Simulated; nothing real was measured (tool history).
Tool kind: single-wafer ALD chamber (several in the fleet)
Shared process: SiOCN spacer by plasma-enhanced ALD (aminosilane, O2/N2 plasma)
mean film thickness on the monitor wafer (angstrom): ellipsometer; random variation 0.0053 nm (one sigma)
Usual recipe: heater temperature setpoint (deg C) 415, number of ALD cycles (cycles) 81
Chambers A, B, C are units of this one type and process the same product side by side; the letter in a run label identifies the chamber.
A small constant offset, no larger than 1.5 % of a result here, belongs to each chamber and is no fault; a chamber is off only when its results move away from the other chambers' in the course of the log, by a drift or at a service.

run	hour	heater temperature setpoint (deg C)	number of ALD cycles (cycles)	hours since the last thermocouple change	read-back reference wafer on the same gauge, thickness_nm	mean film thickness on the monitor wafer (angstrom)
1B	4.0	415	81	1769.5	4.5197	46.969
2A	6.9	415	81	1442.0	4.5195	47.137
3C	11.8	415	81	511.6	4.5188	46.944
4A	14.8	415	81	1449.9	4.5179	47.169
5B	18.4	401	69	1783.9	4.5171	41.742
6C	21.5	401	69	521.3	4.5165	41.667
7C	24.3	401	69	524.1	4.5167	41.750
8B	28.7	415	81	1794.2	4.5154	46.884
9A	32.5	415	81	1467.6	4.5156	47.150
10A	34.7	415	81	1469.8	4.5155	47.278
11B	38.3	415	81	1803.8	4.5149	46.855
12C	41.3	415	81	541.1	4.5160	46.830
13B	45.8	415	81	1811.3	4.5138	46.883
14C	50.2	415	81	550.0	4.5125	46.862
15A	53.6	415	81	1488.7	4.5137	47.124
16C	56.9	415	81	556.7	4.5117	46.920
17A	61.8	415	81	1496.9	4.5112	47.074
18B	66.5	415	81	1832.0	4.5109	46.942
19C	70.9	415	81	570.7	4.5100	46.682
20B	73.1	415	81	1838.6	4.5092	46.682
21A	75.7	426	73	1510.8	4.5110	40.980
22B	79.7	426	73	1845.2	4.5089	40.696
23C	81.9	426	73	581.7	4.5096	40.683
24A	86.6	415	81	1521.7	4.5085	47.074
25C	91.0	415	81	590.8	4.5078	46.764
26A	93.9	415	81	1529.0	4.5079	47.054
# hour 97.4: chamber B: thermocouple changed; heater temperature recalibrated
27B	98.7	415	81	1.3	4.5072	46.836
28B	101.8	415	81	4.4	4.5057	46.892
29C	105.4	415	81	605.2	4.5047	46.737
30A	109.3	415	81	1544.4	4.5050	47.001
31B	113.3	415	81	15.9	4.5055	46.845
32A	117.9	415	96	1553.0	4.5032	55.716
33C	120.5	415	96	620.3	4.5033	55.428
34C	123.8	415	96	623.6	4.5032	55.379
35A	126.9	415	81	1562.0	4.5025	47.029
36B	130.2	415	81	32.8	4.5043	46.766
37B	132.3	415	81	34.9	4.5017	46.727
38C	135.7	415	81	635.5	4.5015	46.685
39A	137.9	402	86	1573.0	4.5004	51.902
40C	141.5	402	86	641.3	4.5003	51.657
41B	145.6	402	86	48.2	4.4996	51.658
42A	148.3	415	81	1583.4	4.4988	47.052

Decide between three cases: one chamber stands off from its peers, the gauge reading all wafers drifts, or nothing is wrong past each chamber's small offset. Where a chamber is off, say which and what most likely put it there.

The gauge drifts, so all chambers seem to drift together. No chamber is off.
Most likely cause: gauge reads low (%) = 0.463.
